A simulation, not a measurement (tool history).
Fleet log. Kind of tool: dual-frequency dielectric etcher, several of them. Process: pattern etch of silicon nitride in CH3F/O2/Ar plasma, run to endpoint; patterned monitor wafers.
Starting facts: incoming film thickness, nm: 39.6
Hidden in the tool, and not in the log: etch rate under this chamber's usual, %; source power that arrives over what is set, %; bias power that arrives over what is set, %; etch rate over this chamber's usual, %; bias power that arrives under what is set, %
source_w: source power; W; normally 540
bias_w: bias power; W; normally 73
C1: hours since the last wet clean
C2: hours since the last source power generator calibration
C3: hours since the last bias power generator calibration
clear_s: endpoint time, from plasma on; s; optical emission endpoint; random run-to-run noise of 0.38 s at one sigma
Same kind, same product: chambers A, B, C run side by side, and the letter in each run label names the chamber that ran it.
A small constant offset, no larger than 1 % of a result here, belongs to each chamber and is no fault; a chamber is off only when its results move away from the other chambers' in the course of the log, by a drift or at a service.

run 1A hour=7.6 | source_w=540 bias_w=73 | C1=211.6 C2=1796.3 C3=2446.5 | clear_s=51.38
run 2C hour=12.2 | source_w=540 bias_w=73 | C1=33.4 C2=4476.9 C3=135.5 | clear_s=50.749
run 3B hour=15.6 | source_w=540 bias_w=73 | C1=246.3 C2=1473.7 C3=28 | clear_s=50.398
run 4B hour=21.8 | source_w=540 bias_w=73 | C1=252.5 C2=1479.9 C3=34.2 | clear_s=50.343
run 5C hour=28.1 | source_w=540 bias_w=73 | C1=49.3 C2=4492.8 C3=151.4 | clear_s=51.558
run 6A hour=33.5 | source_w=540 bias_w=73 | C1=237.5 C2=1822.2 C3=2472.4 | clear_s=51.466
run 7C hour=40.5 | source_w=540 bias_w=73 | C1=61.7 C2=4505.2 C3=163.8 | clear_s=50.318
run 8B hour=47 | source_w=540 bias_w=73 | C1=277.7 C2=1505.1 C3=59.4 | clear_s=50.673
run 9A hour=53.9 | source_w=590 bias_w=61 | C1=257.9 C2=1842.6 C3=2492.8 | clear_s=51.682
run 10C hour=57.9 | source_w=590 bias_w=61 | C1=79.1 C2=4522.6 C3=181.2 | clear_s=52.405
run 11B hour=64.5 | source_w=590 bias_w=61 | C1=295.2 C2=1522.6 C3=76.9 | clear_s=51.72
run 12A hour=69.2 | source_w=540 bias_w=73 | C1=273.2 C2=1857.9 C3=2508.1 | clear_s=50.726
run 13A hour=75.8 | source_w=540 bias_w=73 | C1=279.8 C2=1864.5 C3=2514.7 | clear_s=51.467
run 14C hour=79.9 | source_w=540 bias_w=73 | C1=101.1 C2=4544.6 C3=203.2 | clear_s=50.646
run 15B hour=84.6 | source_w=540 bias_w=73 | C1=315.3 C2=1542.7 C3=97 | clear_s=50.028
run 16C hour=91.3 | source_w=540 bias_w=73 | C1=112.5 C2=4556 C3=214.6 | clear_s=50.94
run 17A hour=98.4 | source_w=540 bias_w=82 | C1=302.4 C2=1887.1 C3=2537.3 | clear_s=49.803
run 18B hour=101.7 | source_w=540 bias_w=82 | C1=332.4 C2=1559.8 C3=114.1 | clear_s=49.309
run 19B hour=106.3 | source_w=540 bias_w=82 | C1=337 C2=1564.4 C3=118.7 | clear_s=48.743
run 20A hour=112.8 | source_w=540 bias_w=73 | C1=316.8 C2=1901.5 C3=2551.7 | clear_s=51.79
run 21C hour=119.5 | source_w=540 bias_w=73 | C1=140.7 C2=4584.2 C3=242.8 | clear_s=50.748
run 22B hour=123.2 | source_w=540 bias_w=73 | C1=353.9 C2=1581.3 C3=135.6 | clear_s=50.208
run 23A hour=130.7 | source_w=540 bias_w=73 | C1=334.7 C2=1919.4 C3=2569.6 | clear_s=52.24
run 24C hour=136.3 | source_w=540 bias_w=73 | C1=157.5 C2=4601 C3=259.6 | clear_s=50.357
run 25B hour=141.8 | source_w=540 bias_w=73 | C1=372.5 C2=1599.9 C3=154.2 | clear_s=50.46
run 26C hour=148.6 | source_w=540 bias_w=73 | C1=169.8 C2=4613.3 C3=271.9 | clear_s=51.099
run 27A hour=154.6 | source_w=540 bias_w=73 | C1=358.6 C2=1943.3 C3=2593.5 | clear_s=53.408
run 28C hour=161.8 | source_w=590 bias_w=59 | C1=183 C2=4626.5 C3=285.1 | clear_s=52.51
run 29A hour=165.3 | source_w=590 bias_w=59 | C1=369.3 C2=1954 C3=2604.2 | clear_s=54.416
run 30B hour=170.5 | source_w=590 bias_w=59 | C1=401.2 C2=1628.6 C3=182.9 | clear_s=53.226
run 31B hour=177.6 | source_w=540 bias_w=73 | C1=408.3 C2=1635.7 C3=190 | clear_s=50.356
run 32A hour=181.3 | source_w=540 bias_w=73 | C1=385.3 C2=1970 C3=2620.2 | clear_s=52.84
run 33C hour=185.9 | source_w=540 bias_w=73 | C1=207.1 C2=4650.6 C3=309.2 | clear_s=51.612
-- hour=188.2 chamber B: wet clean of the chamber
run 34C hour=192.5 | source_w=540 bias_w=73 | C1=213.7 C2=4657.2 C3=315.8 | clear_s=50.976
run 35A hour=197.6 | source_w=540 bias_w=73 | C1=401.6 C2=1986.3 C3=2636.5 | clear_s=53.361
run 36B hour=201.9 | source_w=540 bias_w=73 | C1=13.7 C2=1660 C3=214.3 | clear_s=50.688

Has any chamber moved away from the others, gradually or after a service, or does the common gauge drift, or do the chambers differ only by their own small steady offsets? State the chamber and the most likely cause if one applies.

One chamber, A, drifts off from the rest bit by bit.
What lies behind it: etch rate under this chamber's usual, % = 5.27.

Chamber A could run next with any of the 4 candidate recipes listed below; each alters the usual settings, and their results appear as question marks. Which one brings its results back in line with what the other chambers deliver on the usual settings?
In line here means within this much of the mean the other chambers give on the usual settings: clear_s 1.3 s
run 37A-1 hour=207.4 | source_w=640 bias_w=84 | clear_s=?
run 37A-2 hour=207.4 | source_w=590 bias_w=78 | clear_s=?
run 37A-3 hour=207.4 | source_w=460 bias_w=73 | clear_s=?
run 37A-4 hour=207.4 | source_w=450 bias_w=64 | clear_s=?

Usual-settings mean across the other chambers: clear_s 50.692 s
run=37A-1 clear_s=47.753
run=37A-2 clear_s=50.483
run=37A-3 clear_s=56.676
run=37A-4 clear_s=59.7
With 37A-2, the chamber falls back in line with the rest.
